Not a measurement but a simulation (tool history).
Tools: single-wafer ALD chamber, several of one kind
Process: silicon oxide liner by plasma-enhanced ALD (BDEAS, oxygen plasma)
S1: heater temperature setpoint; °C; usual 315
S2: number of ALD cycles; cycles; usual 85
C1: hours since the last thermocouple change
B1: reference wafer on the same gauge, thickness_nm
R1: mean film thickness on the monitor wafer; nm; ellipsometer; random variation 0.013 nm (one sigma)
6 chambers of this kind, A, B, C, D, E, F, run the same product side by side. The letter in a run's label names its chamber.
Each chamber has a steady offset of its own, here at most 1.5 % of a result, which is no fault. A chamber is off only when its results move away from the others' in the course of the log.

{"run": "1B", "day": 0.262, "S1": 315, "S2": 85, "C1": 1296.5, "B1": 7.5257, "R1": 7.7147}
{"run": "2A", "day": 0.471, "S1": 315, "S2": 85, "C1": 54.3, "B1": 7.5285, "R1": 7.775}
{"run": "3E", "day": 0.608, "S1": 315, "S2": 85, "C1": 3116.7, "B1": 7.5293, "R1": 7.6758}
{"run": "4C", "day": 0.842, "S1": 315, "S2": 85, "C1": 823.7, "B1": 7.5275, "R1": 7.6696}
{"run": "5F", "day": 1.108, "S1": 315, "S2": 85, "C1": 930.8, "B1": 7.5197, "R1": 7.8061}
{"run": "6D", "day": 1.358, "S1": 315, "S2": 85, "C1": 433.9, "B1": 7.5201, "R1": 7.7504}
{"run": "7F", "day": 1.542, "S1": 315, "S2": 85, "C1": 941.2, "B1": 7.5236, "R1": 7.8201}
{"run": "8A", "day": 1.75, "S1": 322, "S2": 85, "C1": 85.0, "B1": 7.5213, "R1": 7.6949}
{"run": "9B", "day": 1.983, "S1": 322, "S2": 85, "C1": 1337.8, "B1": 7.5208, "R1": 7.6005}
{"run": "10D", "day": 2.179, "S1": 322, "S2": 85, "C1": 453.6, "B1": 7.5147, "R1": 7.676}
{"run": "11E", "day": 2.467, "S1": 322, "S2": 85, "C1": 3161.3, "B1": 7.5144, "R1": 7.611}
{"run": "12C", "day": 2.708, "S1": 322, "S2": 85, "C1": 868.5, "B1": 7.5177, "R1": 7.6}
{"run": "13D", "day": 2.871, "S1": 322, "S2": 85, "C1": 470.2, "B1": 7.5171, "R1": 7.6919}
{"run": "14B", "day": 3.062, "S1": 315, "S2": 85, "C1": 1363.7, "B1": 7.5161, "R1": 7.6647}
{"run": "15A", "day": 3.275, "S1": 315, "S2": 76, "C1": 121.6, "B1": 7.5086, "R1": 6.914}
{"run": "16C", "day": 3.504, "S1": 315, "S2": 76, "C1": 887.6, "B1": 7.5129, "R1": 6.8289}
{"run": "17F", "day": 3.746, "S1": 315, "S2": 76, "C1": 994.1, "B1": 7.5115, "R1": 6.9954}
{"run": "18E", "day": 3.954, "S1": 315, "S2": 76, "C1": 3197.0, "B1": 7.5067, "R1": 6.8722}
{"run": "19D", "day": 4.083, "S1": 315, "S2": 76, "C1": 499.3, "B1": 7.5031, "R1": 6.9301}
{"run": "20B", "day": 4.338, "S1": 315, "S2": 76, "C1": 1394.3, "B1": 7.5083, "R1": 6.8547}
{"run": "21E", "day": 4.558, "S1": 327, "S2": 85, "C1": 3211.5, "B1": 7.5045, "R1": 7.5635}
{"run": "22A", "day": 4.804, "S1": 327, "S2": 85, "C1": 158.3, "B1": 7.5042, "R1": 7.6032}
{"run": "23F", "day": 4.996, "S1": 327, "S2": 85, "C1": 1024.1, "B1": 7.5015, "R1": 7.6699}
{"run": "24C", "day": 5.2, "S1": 327, "S2": 85, "C1": 928.3, "B1": 7.5003, "R1": 7.5371}
{"run": "25C", "day": 5.329, "S1": 327, "S2": 85, "C1": 931.4, "B1": 7.5027, "R1": 7.5155}
{"run": "26A", "day": 5.608, "S1": 327, "S2": 85, "C1": 177.6, "B1": 7.5019, "R1": 7.6233}
{"run": "27B", "day": 5.75, "S1": 310, "S2": 70, "C1": 1428.2, "B1": 7.4983, "R1": 6.3504}
{"run": "28F", "day": 5.879, "S1": 310, "S2": 70, "C1": 1045.3, "B1": 7.497, "R1": 6.4709}
{"run": "29D", "day": 6.121, "S1": 310, "S2": 70, "C1": 548.2, "B1": 7.4945, "R1": 6.437}
{"run": "30E", "day": 6.275, "S1": 310, "S2": 70, "C1": 3252.7, "B1": 7.4959, "R1": 6.3616}
{"run": "31D", "day": 6.538, "S1": 310, "S2": 70, "C1": 558.2, "B1": 7.4947, "R1": 6.3963}
{"day": 6.671, "done": "chamber E: thermocouple changed; heater temperature recalibrated"}
{"run": "32C", "day": 6.817, "S1": 310, "S2": 70, "C1": 967.1, "B1": 7.4951, "R1": 6.3498}
{"run": "33E", "day": 7.025, "S1": 315, "S2": 85, "C1": 8.5, "B1": 7.4954, "R1": 7.6621}
{"run": "34B", "day": 7.3, "S1": 315, "S2": 85, "C1": 1465.4, "B1": 7.4905, "R1": 7.6384}
{"run": "35A", "day": 7.429, "S1": 315, "S2": 85, "C1": 221.3, "B1": 7.4903, "R1": 7.7333}
{"run": "36F", "day": 7.688, "S1": 315, "S2": 85, "C1": 1088.7, "B1": 7.4926, "R1": 7.777}
{"run": "37B", "day": 7.938, "S1": 315, "S2": 85, "C1": 1480.7, "B1": 7.4868, "R1": 7.6576}
{"run": "38C", "day": 8.15, "S1": 315, "S2": 85, "C1": 999.1, "B1": 7.4883, "R1": 7.6375}
{"run": "39A", "day": 8.358, "S1": 315, "S2": 85, "C1": 243.6, "B1": 7.4868, "R1": 7.7172}
{"run": "40F", "day": 8.533, "S1": 315, "S2": 85, "C1": 1109.0, "B1": 7.4859, "R1": 7.7699}
{"run": "41D", "day": 8.712, "S1": 315, "S2": 85, "C1": 610.4, "B1": 7.482, "R1": 7.7297}
{"run": "42E", "day": 8.904, "S1": 315, "S2": 85, "C1": 53.6, "B1": 7.4822, "R1": 7.6628}
{"run": "43A", "day": 9.138, "S1": 315, "S2": 85, "C1": 262.3, "B1": 7.4814, "R1": 7.7222}

What goes on in this fleet: one chamber off, a drifting gauge, or nothing beyond the chambers' own small offsets? Name the chamber and the cause, if any.

The gauge drifts, so all chambers seem to drift together. No chamber is off.
Cause: gauge reads low (%) = 0.664.
